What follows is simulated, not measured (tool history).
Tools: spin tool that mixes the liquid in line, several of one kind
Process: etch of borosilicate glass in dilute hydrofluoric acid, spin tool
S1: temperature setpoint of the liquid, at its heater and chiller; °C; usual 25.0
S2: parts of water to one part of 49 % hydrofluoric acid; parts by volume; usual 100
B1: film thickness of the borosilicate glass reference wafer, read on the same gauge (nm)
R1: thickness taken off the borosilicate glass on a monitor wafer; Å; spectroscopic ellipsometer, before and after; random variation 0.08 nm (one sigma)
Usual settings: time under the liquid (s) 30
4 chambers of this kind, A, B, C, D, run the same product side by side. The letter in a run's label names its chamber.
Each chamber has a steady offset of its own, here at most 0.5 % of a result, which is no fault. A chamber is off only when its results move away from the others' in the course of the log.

Run 1A, hour 3.3: usual settings; B1 50.028. Result: R1 97.701 Å.
Run 2C, hour 8.2: usual settings; B1 50.004. Result: R1 97.634 Å.
Run 3D, hour 14.7: usual settings; B1 49.995. Result: R1 97.586 Å.
Run 4B, hour 21.2: usual settings; B1 49.988. Result: R1 96.715 Å.
Run 5D, hour 25.9: usual settings but S1 21.5 °C, S2 50 parts by volume; B1 50.003. Result: R1 179.980 Å.
Run 6A, hour 29.8: usual settings but S1 21.5 °C, S2 50 parts by volume; B1 49.990. Result: R1 179.770 Å.
Run 7C, hour 33.9: usual settings but S1 21.5 °C, S2 50 parts by volume; B1 49.975. Result: R1 177.080 Å.
Run 8B, hour 40.2: usual settings but S1 21.5 °C, S2 50 parts by volume; B1 50.006. Result: R1 183.130 Å.
Run 9C, hour 44.1: usual settings but S2 150 parts by volume, time under the liquid (s) 40; B1 50.026. Result: R1 82.522 Å.
Run 10B, hour 48.6: usual settings but S2 150 parts by volume, time under the liquid (s) 40; B1 50.015. Result: R1 81.462 Å.
Run 11D, hour 55.8: usual settings but S2 150 parts by volume, time under the liquid (s) 40; B1 49.996. Result: R1 81.445 Å.
Run 12A, hour 61.9: usual settings but S2 150 parts by volume, time under the liquid (s) 40; B1 50.018. Result: R1 80.602 Å.
Run 13B, hour 65.4: usual settings; B1 50.029. Result: R1 98.716 Å.
At hour 70.9: chamber D: hydrofluoric acid flow meter replaced.
Run 14A, hour 71.3: usual settings; B1 49.979. Result: R1 97.069 Å.
Run 15D, hour 77.6: usual settings; B1 49.976. Result: R1 96.565 Å.
Run 16C, hour 82.1: usual settings but S1 22.0 °C, time under the liquid (s) 35; B1 50.029. Result: R1 98.628 Å.
Run 17B, hour 87.0: usual settings but S1 22.0 °C, time under the liquid (s) 35; B1 50.003. Result: R1 101.700 Å.
Run 18A, hour 94.6: usual settings but S1 22.0 °C, time under the liquid (s) 35; B1 49.989. Result: R1 100.920 Å.
Run 19C, hour 99.2: usual settings but S1 22.0 °C, time under the liquid (s) 35; B1 50.026. Result: R1 96.841 Å.
Run 20D, hour 106.1: usual settings but S2 115 parts by volume; B1 49.986. Result: R1 83.735 Å.
Run 21B, hour 109.8: usual settings but S2 115 parts by volume; B1 50.030. Result: R1 83.902 Å.
Run 22A, hour 116.0: usual settings but S2 115 parts by volume; B1 49.960. Result: R1 82.644 Å.
Run 23C, hour 120.3: usual settings but S2 115 parts by volume; B1 49.972. Result: R1 79.804 Å.
Run 24D, hour 124.6: usual settings; B1 50.012. Result: R1 97.163 Å.

Next, every chamber runs the same settings. What will each give?
Run 25A, hour 130.0: usual settings. Result: R1 ?.
Run 25B, hour 130.0: usual settings. Result: R1 ?.
Run 25C, hour 130.0: usual settings. Result: R1 ?.
Run 25D, hour 130.0: usual settings. Result: R1 ?.

run      R1
25A  97.129
25B  97.761
25C  92.570
25D  98.794
